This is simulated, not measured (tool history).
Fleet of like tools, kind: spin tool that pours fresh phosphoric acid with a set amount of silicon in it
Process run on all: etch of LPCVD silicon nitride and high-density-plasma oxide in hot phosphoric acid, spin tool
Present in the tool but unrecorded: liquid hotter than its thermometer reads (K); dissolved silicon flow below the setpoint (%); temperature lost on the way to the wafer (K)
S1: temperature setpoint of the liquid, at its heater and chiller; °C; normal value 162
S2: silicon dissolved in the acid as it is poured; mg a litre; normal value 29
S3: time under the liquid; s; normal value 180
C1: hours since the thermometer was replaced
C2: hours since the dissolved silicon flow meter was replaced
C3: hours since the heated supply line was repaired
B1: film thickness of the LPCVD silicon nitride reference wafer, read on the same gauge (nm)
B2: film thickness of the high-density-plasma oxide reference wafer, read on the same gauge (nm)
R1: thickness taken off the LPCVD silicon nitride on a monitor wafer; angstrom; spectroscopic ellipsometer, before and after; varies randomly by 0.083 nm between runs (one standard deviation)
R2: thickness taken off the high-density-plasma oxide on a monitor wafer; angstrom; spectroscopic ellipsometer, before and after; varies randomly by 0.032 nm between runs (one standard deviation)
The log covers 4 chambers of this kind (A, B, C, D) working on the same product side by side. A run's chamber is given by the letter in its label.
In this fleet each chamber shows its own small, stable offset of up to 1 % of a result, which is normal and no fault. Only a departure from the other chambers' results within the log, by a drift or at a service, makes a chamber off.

run   hour   S1    S2   S3      C1      C2      C3      B1      B2      R1      R2
 1B    4.7  162    29  180  1819.3   160.7  1162.7  70.042  139.98  173.28  2.7443
 2C   12.9  162    29  180  2197.9   769.9   781.1   69.95  139.97  172.75  1.8916
 3A   18.3  162    29  180   317.6   534.5  2000.7  70.008     140  173.43   2.074
 4D   22.4  162    29  180    1953  1126.9   210.9  70.011  139.96  173.42  2.0856
 5C   29.1  162    29  180  2214.1   786.1   797.3  70.022  140.01  173.26  2.1048
 6B   35.8  162    29  180  1850.4   191.8  1193.8  69.958  139.99  173.14  2.3236
 7A   41.8  162    29  180   341.1     558  2024.2  69.955     140  173.18  2.3065
 8D   46.9  162    29  180  1977.5  1151.4   235.4  69.996  140.03  172.04    2.29
 9A   52.3  162    29  180   351.6   568.5  2034.7  70.022  140.01  171.09  2.3461
10D   60.9  162    29  180  1991.5  1165.4   249.4  69.976  140.02   171.7  2.0053
11B   68.8  162    29  180  1883.4   224.8  1226.8  69.986  140.02  171.72  2.0749
12C   73.7  165  41.5  180  2258.7   830.7   841.9      70  140.01  190.65  1.7776
13C   82.9  165  41.5  180  2267.9   839.9   851.1  69.994  139.99  190.19  1.2474
14D   87.9  165  41.5  180  2018.5  1192.4   276.4  70.015  139.97  191.19  1.4829
15B   92.9  165  41.5  180  1907.5   248.9  1250.9  69.985  139.97  191.64  1.6096
16A   98.1  162    29  180   397.4   614.3  2080.5  70.014  140.01  172.74  2.0897
17D  102.2  162    29  180  2032.8  1206.7   290.7  69.999  140.01  171.88  1.9854
18A  110.8  162    29  180   410.1     627  2093.2  69.992  140.02  171.89  1.9465
19B  118.2  162    29  180  1932.8   274.2  1276.2  69.991  139.99  173.32  2.3317
20C  126.8  162    29  180  2311.8   883.8     895   70.01     140  171.67  2.3268
21D    135  162    29  180  2065.6  1239.5   323.5  69.986  140.01  172.13    2.72
22C  141.4  162    29  180  2326.4   898.4   909.6  69.991  139.97  173.17  2.0829
23A  147.4  162    29  180   446.7   663.6  2129.8  69.988  140.02  172.28  1.7574
     149.5  -- chamber C: dissolved silicon flow meter replaced
24B  153.8  161    29  180  1968.4   309.8  1311.8  70.009  140.01  167.86  2.2347
25D  159.7  161    29  180  2090.3  1264.2   348.2  70.007     140  165.32  2.7688
26B  164.6  161    29  180  1979.2   320.6  1322.6  69.979     140   167.9  2.4126
27C  172.8  161    29  180  2357.8    23.3     941  69.993  139.96  166.93  1.9738
28A  179.8  162    29  180   479.1     696  2162.2  70.016  139.99  172.57  2.4151
29A  188.1  162    29  180   487.4   704.3  2170.5  69.965  139.99  173.02   2.762
30C  197.2  162    29  180  2382.2    47.7   965.4  70.001     140  172.05  2.2972
31D  204.6  162    29  180  2135.2  1309.1   393.1  69.997  139.99   173.1  2.8422
32B  211.8  162    29  180  2026.4   367.8  1369.8  69.996  139.99  173.35  2.5419
33D  220.6  162  20.5  285  2151.2  1325.1   409.1  69.969  140.01  273.34  4.9303
34B  228.5  162  20.5  285  2043.1   384.5  1386.5  70.008  139.98  274.24   5.456
35C  232.8  162  20.5  285  2417.8    83.3    1001  70.039  139.99   272.6  5.5475
36A  240.4  162  20.5  285   539.7   756.6  2222.8  69.977  140.02  273.81  5.2333
37C  248.9  162    29  180  2433.9    99.4  1017.1  70.011  140.01  172.79  2.6005

Next, all 4 chambers run the settings below, one line each with question marks for the results. What does each chamber give?
38A  255.4  159  29  180                       ?   ?
38B  255.4  159  29  180                       ?   ?
38C  255.4  159  29  180                       ?   ?
38D  255.4  159  29  180                       ?   ?

run      R1      R2
38A  157.39  1.2295
38B  156.07  1.8679
38C   156.9  1.8668
38D  156.34  1.7937
